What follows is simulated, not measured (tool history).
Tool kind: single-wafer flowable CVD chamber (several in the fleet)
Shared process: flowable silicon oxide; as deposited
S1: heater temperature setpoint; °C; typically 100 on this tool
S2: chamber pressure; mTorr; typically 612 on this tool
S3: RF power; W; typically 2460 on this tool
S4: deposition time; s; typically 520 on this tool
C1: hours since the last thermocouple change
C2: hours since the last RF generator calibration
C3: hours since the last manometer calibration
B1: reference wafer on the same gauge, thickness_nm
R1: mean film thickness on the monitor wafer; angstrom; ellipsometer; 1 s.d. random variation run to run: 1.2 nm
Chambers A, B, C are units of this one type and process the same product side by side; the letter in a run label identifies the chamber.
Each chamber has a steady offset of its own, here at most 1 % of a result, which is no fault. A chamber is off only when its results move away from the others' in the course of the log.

run 1A hour=4.3 | S1=100 S2=612 S3=2460 S4=520 | C1=357.7 C2=321.8 C3=328.4 | B1=246.28 | R1=2282.9
run 2B hour=8.2 | S1=100 S2=612 S3=2460 S4=520 | C1=616.6 C2=197.1 C3=721.4 | B1=245.81 | R1=2289.4
-- hour=11.9 chamber C: capacitance manometer re-zeroed and calibrated
run 3C hour=12.5 | S1=100 S2=612 S3=2460 S4=520 | C1=607.8 C2=1191.9 C3=0.6 | B1=245.79 | R1=2291.7
run 4B hour=15.1 | S1=100 S2=612 S3=2460 S4=520 | C1=623.5 C2=204.0 C3=728.3 | B1=246.12 | R1=2300.6
run 5A hour=17.6 | S1=100 S2=612 S3=2460 S4=520 | C1=371.0 C2=335.1 C3=341.7 | B1=245.91 | R1=2264.3
run 6C hour=20.0 | S1=100 S2=612 S3=2460 S4=520 | C1=615.3 C2=1199.4 C3=8.1 | B1=245.94 | R1=2268.9
run 7B hour=23.8 | S1=100 S2=746 S3=2460 S4=520 | C1=632.2 C2=212.7 C3=737.0 | B1=246.19 | R1=3013.1
run 8C hour=28.6 | S1=100 S2=746 S3=2460 S4=520 | C1=623.9 C2=1208.0 C3=16.7 | B1=246.03 | R1=2998.4
run 9A hour=33.4 | S1=100 S2=746 S3=2460 S4=520 | C1=386.8 C2=350.9 C3=357.5 | B1=245.86 | R1=2978.8
run 10B hour=37.1 | S1=100 S2=612 S3=2460 S4=520 | C1=645.5 C2=226.0 C3=750.3 | B1=245.83 | R1=2291.2
run 11C hour=39.8 | S1=100 S2=612 S3=2460 S4=434 | C1=635.1 C2=1219.2 C3=27.9 | B1=245.70 | R1=1893.2
run 12A hour=43.4 | S1=100 S2=612 S3=2460 S4=434 | C1=396.8 C2=360.9 C3=367.5 | B1=245.96 | R1=1904.3
run 13A hour=47.6 | S1=100 S2=612 S3=2460 S4=434 | C1=401.0 C2=365.1 C3=371.7 | B1=246.06 | R1=1901.7
run 14B hour=51.9 | S1=100 S2=612 S3=2460 S4=599 | C1=660.3 C2=240.8 C3=765.1 | B1=246.02 | R1=2663.3
run 15C hour=54.3 | S1=100 S2=612 S3=2460 S4=599 | C1=649.6 C2=1233.7 C3=42.4 | B1=245.73 | R1=2600.8
run 16A hour=59.1 | S1=100 S2=612 S3=2460 S4=599 | C1=412.5 C2=376.6 C3=383.2 | B1=245.81 | R1=2621.0
run 17B hour=64.0 | S1=100 S2=612 S3=2460 S4=520 | C1=672.4 C2=252.9 C3=777.2 | B1=246.22 | R1=2337.4
run 18C hour=67.9 | S1=100 S2=612 S3=2460 S4=520 | C1=663.2 C2=1247.3 C3=56.0 | B1=246.26 | R1=2260.2
run 19C hour=70.4 | S1=100 S2=612 S3=2460 S4=520 | C1=665.7 C2=1249.8 C3=58.5 | B1=246.11 | R1=2249.5
run 20A hour=74.3 | S1=100 S2=612 S3=2460 S4=520 | C1=427.7 C2=391.8 C3=398.4 | B1=246.01 | R1=2270.6
run 21B hour=78.7 | S1=100 S2=612 S3=2460 S4=520 | C1=687.1 C2=267.6 C3=791.9 | B1=246.15 | R1=2352.0
run 22B hour=81.2 | S1=100 S2=612 S3=2460 S4=520 | C1=689.6 C2=270.1 C3=794.4 | B1=245.74 | R1=2337.2
run 23C hour=83.5 | S1=100 S2=612 S3=2460 S4=520 | C1=678.8 C2=1262.9 C3=71.6 | B1=245.77 | R1=2259.3
run 24A hour=86.0 | S1=100 S2=612 S3=2460 S4=520 | C1=439.4 C2=403.5 C3=410.1 | B1=245.92 | R1=2285.1
run 25A hour=89.1 | S1=100 S2=612 S3=2460 S4=520 | C1=442.5 C2=406.6 C3=413.2 | B1=246.06 | R1=2255.6
run 26B hour=92.0 | S1=100 S2=612 S3=2460 S4=520 | C1=700.4 C2=280.9 C3=805.2 | B1=245.81 | R1=2361.6
run 27C hour=95.2 | S1=100 S2=612 S3=2460 S4=520 | C1=690.5 C2=1274.6 C3=83.3 | B1=246.23 | R1=2260.6
run 28C hour=98.3 | S1=100 S2=612 S3=2460 S4=520 | C1=693.6 C2=1277.7 C3=86.4 | B1=246.27 | R1=2277.5

Does one chamber stand apart from the rest, does the shared gauge drift, or is all well apart from small per-chamber offsets? Give the chamber and the most likely cause, where there is one.

Chamber B drifts away from the others.
What lies behind it: wafer temperature below the value expected at the setpoint (K) = 1.42.
The log may not tell that from: true pressure above the setpoint (%).

Chamber B could run next with any of the 4 candidate recipes listed below; each alters the usual settings, and their results appear as question marks. Which one brings its results back in line with what the other chambers deliver on the usual settings?
To be in line, a result may differ from the other chambers' mean on the usual settings by at most: R1 43.0 angstrom
run 29B-1 hour=101.8 | S1=100 S2=592 S3=2455 S4=520 | R1=?
run 29B-2 hour=101.8 | S1=99 S2=619 S3=2460 S4=522 | R1=?
run 29B-3 hour=101.8 | S1=100 S2=615 S3=2460 S4=521 | R1=?
run 29B-4 hour=101.8 | S1=100 S2=609 S3=2460 S4=519 | R1=?

The mean the other chambers reach with the usual settings: R1 2276.2 angstrom
run=29B-1 R1=2270.9
run=29B-2 R1=2514.2
run=29B-3 R1=2407.5
run=29B-4 R1=2363.8
Change 29B-1 lands the chamber within the allowed miss of the other chambers.
